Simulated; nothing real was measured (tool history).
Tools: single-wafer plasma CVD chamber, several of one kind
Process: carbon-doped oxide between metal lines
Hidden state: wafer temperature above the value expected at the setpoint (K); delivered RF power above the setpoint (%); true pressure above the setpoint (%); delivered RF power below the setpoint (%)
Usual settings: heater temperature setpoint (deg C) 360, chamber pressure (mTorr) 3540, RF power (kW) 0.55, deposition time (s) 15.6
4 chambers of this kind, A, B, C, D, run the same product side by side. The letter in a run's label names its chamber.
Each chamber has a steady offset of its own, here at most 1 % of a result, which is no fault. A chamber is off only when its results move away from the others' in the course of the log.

run,hour,heater temperature setpoint (deg C),chamber pressure (mTorr),RF power (kW),deposition time (s),hours since the last thermocouple change,hours since the last RF generator calibration,hours since the last manometer calibration,"read-back reference wafer on the same gauge, thickness_nm",mean film thickness on the monitor wafer (Å)
1C,11,360,3540,0.55,15.6,959.9,657.1,238.3,66.871,790.47
2D,24.9,360,3540,0.55,15.6,1435.6,362.4,1363,66.886,793.78
3A,34.5,360,3540,0.55,15.6,1786.6,2014.9,1244.7,66.894,793.18
4B,42.6,360,3540,0.55,15.6,1883,1336.1,1932.8,66.877,802.22
5B,53.7,360,3540,0.55,15.6,1894.1,1347.2,1943.9,66.83,803.75
6C,66.8,360,3540,0.55,15.6,1015.7,712.9,294.1,66.848,791.18
7D,80.5,373,3540,0.55,15.6,1491.2,418,1418.6,66.82,769.93
8A,92.8,373,3540,0.55,15.6,1844.9,2073.2,1303,66.81,769.29
9A,107.1,373,3540,0.55,15.6,1859.2,2087.5,1317.3,66.819,766.68
# hour 116.5: chamber A: RF generator calibrated
# hour 118.8: chamber D: capacitance manometer re-zeroed and calibrated
10C,119,373,3540,0.55,15.6,1067.9,765.1,346.3,66.809,765.54
11B,132.2,360,3540,0.55,15.6,1972.6,1425.7,2022.4,66.794,802.82
12D,144.4,360,3540,0.55,15.6,1555.1,481.9,25.7,66.763,792.84
13C,153.1,360,3540,0.55,15.6,1102,799.2,380.4,66.773,788.74
14D,161.9,360,2860,0.55,15.6,1572.6,499.4,43.2,66.759,778.06
15A,169.2,360,2860,0.55,15.6,1921.3,52.7,1379.4,66.787,778.78
16B,176.9,360,2860,0.55,15.6,2017.3,1470.4,2067.1,66.759,785.9
17B,189,360,2860,0.55,15.6,2029.4,1482.5,2079.2,66.732,786.39
18D,201.7,360,3540,0.55,15.6,1612.4,539.2,83,66.744,794.35
19C,211.1,360,3540,0.55,15.6,1160,857.2,438.4,66.728,790.17
20A,223.2,360,3540,0.55,15.6,1975.3,106.7,1433.4,66.728,792.57
21C,233.4,360,3540,0.55,15.6,1182.3,879.5,460.7,66.702,789.26
22B,242.2,360,3540,0.55,15.6,2082.6,1535.7,2132.4,66.696,800.81
23D,255.9,360,3540,0.55,15.6,1666.6,593.4,137.2,66.684,792.92
24A,268.8,360,3540,0.55,15.6,2020.9,152.3,1479,66.679,791.21
25B,278.5,360,3540,0.55,15.6,2118.9,1572,2168.7,66.678,800.27
26D,289,360,3540,0.55,15.6,1699.7,626.5,170.3,66.654,790.49
27A,300.8,360,3540,0.55,15.6,2052.9,184.3,1511,66.672,789.15
28C,314,360,3540,0.55,15.6,1262.9,960.1,541.3,66.64,788.19
29D,326.2,373,3540,0.49,15.6,1736.9,663.7,207.5,66.658,712.39
30B,338.8,373,3540,0.49,15.6,2179.2,1632.3,2229,66.624,719.67
31A,352.7,373,3540,0.49,15.6,2104.8,236.2,1562.9,66.616,712.25
32C,366.4,373,3540,0.49,15.6,1315.3,1012.5,593.7,66.588,710.09

All 4 chambers run these settings next. Forecast each chamber's results:
33A,376.9,360,3540,0.61,15.6,,,,,?
33B,376.9,360,3540,0.61,15.6,,,,,?
33C,376.9,360,3540,0.61,15.6,,,,,?
33D,376.9,360,3540,0.61,15.6,,,,,?

run,mean film thickness on the monitor wafer (Å)
33A,840.8
33B,852.37
33C,839.52
33D,844.57
